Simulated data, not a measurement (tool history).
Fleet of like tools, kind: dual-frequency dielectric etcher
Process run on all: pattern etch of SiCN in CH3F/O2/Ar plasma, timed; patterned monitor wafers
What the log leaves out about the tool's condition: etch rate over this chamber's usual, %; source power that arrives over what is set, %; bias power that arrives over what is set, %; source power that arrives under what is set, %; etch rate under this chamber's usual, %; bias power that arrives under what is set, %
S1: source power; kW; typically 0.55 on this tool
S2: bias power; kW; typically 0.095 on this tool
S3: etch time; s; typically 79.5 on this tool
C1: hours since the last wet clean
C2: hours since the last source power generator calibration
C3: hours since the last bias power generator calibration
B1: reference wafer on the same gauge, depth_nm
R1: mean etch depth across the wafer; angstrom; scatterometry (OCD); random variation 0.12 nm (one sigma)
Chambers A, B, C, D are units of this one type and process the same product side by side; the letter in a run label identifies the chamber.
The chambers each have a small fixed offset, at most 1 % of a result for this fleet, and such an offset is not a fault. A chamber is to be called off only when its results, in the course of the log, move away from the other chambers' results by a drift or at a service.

run	day	S1	S2	S3	C1	C2	C3	B1	R1
1B	0.162	0.55	0.095	79.5	237.1	2323	774.2	42.817	367.93
2D	0.338	0.55	0.095	79.5	239.6	1213.2	1704.4	42.8	371.37
3A	0.488	0.55	0.095	79.5	327.2	400.3	1321.6	42.821	374.03
4C	0.638	0.55	0.095	79.5	157.8	2069.1	3444.8	42.801	372.18
5D	0.762	0.45	0.113	79.5	249.8	1223.4	1714.6	42.828	366.28
6C	0.892	0.45	0.113	79.5	163.9	2075.2	3450.9	42.805	368.15
7A	1.029	0.45	0.113	79.5	340.2	413.3	1334.6	42.785	370.26
8B	1.112	0.45	0.113	79.5	259.9	2345.8	797	42.783	364.87
9C	1.242	0.55	0.095	60	172.3	2083.6	3459.3	42.813	278.99
10D	1.362	0.55	0.095	60	264.2	1237.8	1729	42.795	279.89
11A	1.521	0.55	0.095	60	352	425.1	1346.4	42.77	282.42
12B	1.642	0.55	0.095	60	272.6	2358.5	809.7	42.811	278.4
13B	1.812	0.55	0.115	79.5	276.7	2362.6	813.8	42.76	395.45
14A	1.942	0.55	0.115	79.5	362.1	435.2	1356.5	42.8	404.36
15C	2.1	0.55	0.115	79.5	192.9	2104.2	3479.9	42.82	394.37
16D	2.275	0.55	0.115	79.5	286.1	1259.7	1750.9	42.799	395.56
17D	2.375	0.55	0.095	79.5	288.5	1262.1	1753.3	42.829	370.35
18C	2.458	0.55	0.095	79.5	201.5	2112.8	3488.5	42.798	366.93
19A	2.567	0.55	0.095	79.5	377.1	450.2	1371.5	42.784	373.27
20B	2.7	0.55	0.095	79.5	298	2383.9	835.1	42.81	368.49
21B	2.867	0.55	0.095	79.5	302	2387.9	839.1	42.792	367.2
22D	2.967	0.48	0.116	79.5	302.7	1276.3	1767.5	42.792	378.58
23C	3.138	0.48	0.116	79.5	217.8	2129.1	3504.8	42.796	372.95
24A	3.221	0.48	0.116	79.5	392.8	465.9	1387.2	42.801	384.52
25B	3.35	0.48	0.116	79.5	313.6	2399.5	850.7	42.781	374.79
26A	3.5	0.55	0.095	79.5	399.5	472.6	1393.9	42.788	373.45
27D	3.65	0.55	0.095	79.5	319.1	1292.7	1783.9	42.827	367.84
28C	3.746	0.55	0.095	79.5	232.4	2143.7	3519.4	42.808	361.92
29B	3.854	0.55	0.095	79.5	325.7	2411.6	862.8	42.802	365.32
30C	3.971	0.55	0.095	79.5	237.8	2149.1	3524.8	42.817	363.44

Next, all 4 chambers run the settings below, one line each with question marks for the results. What does each chamber give?
31A	4.1	0.6	0.095	79.5					?
31B	4.1	0.6	0.095	79.5					?
31C	4.1	0.6	0.095	79.5					?
31D	4.1	0.6	0.095	79.5					?

run	R1
31A	385.35
31B	377.86
31C	374.11
31D	382.73
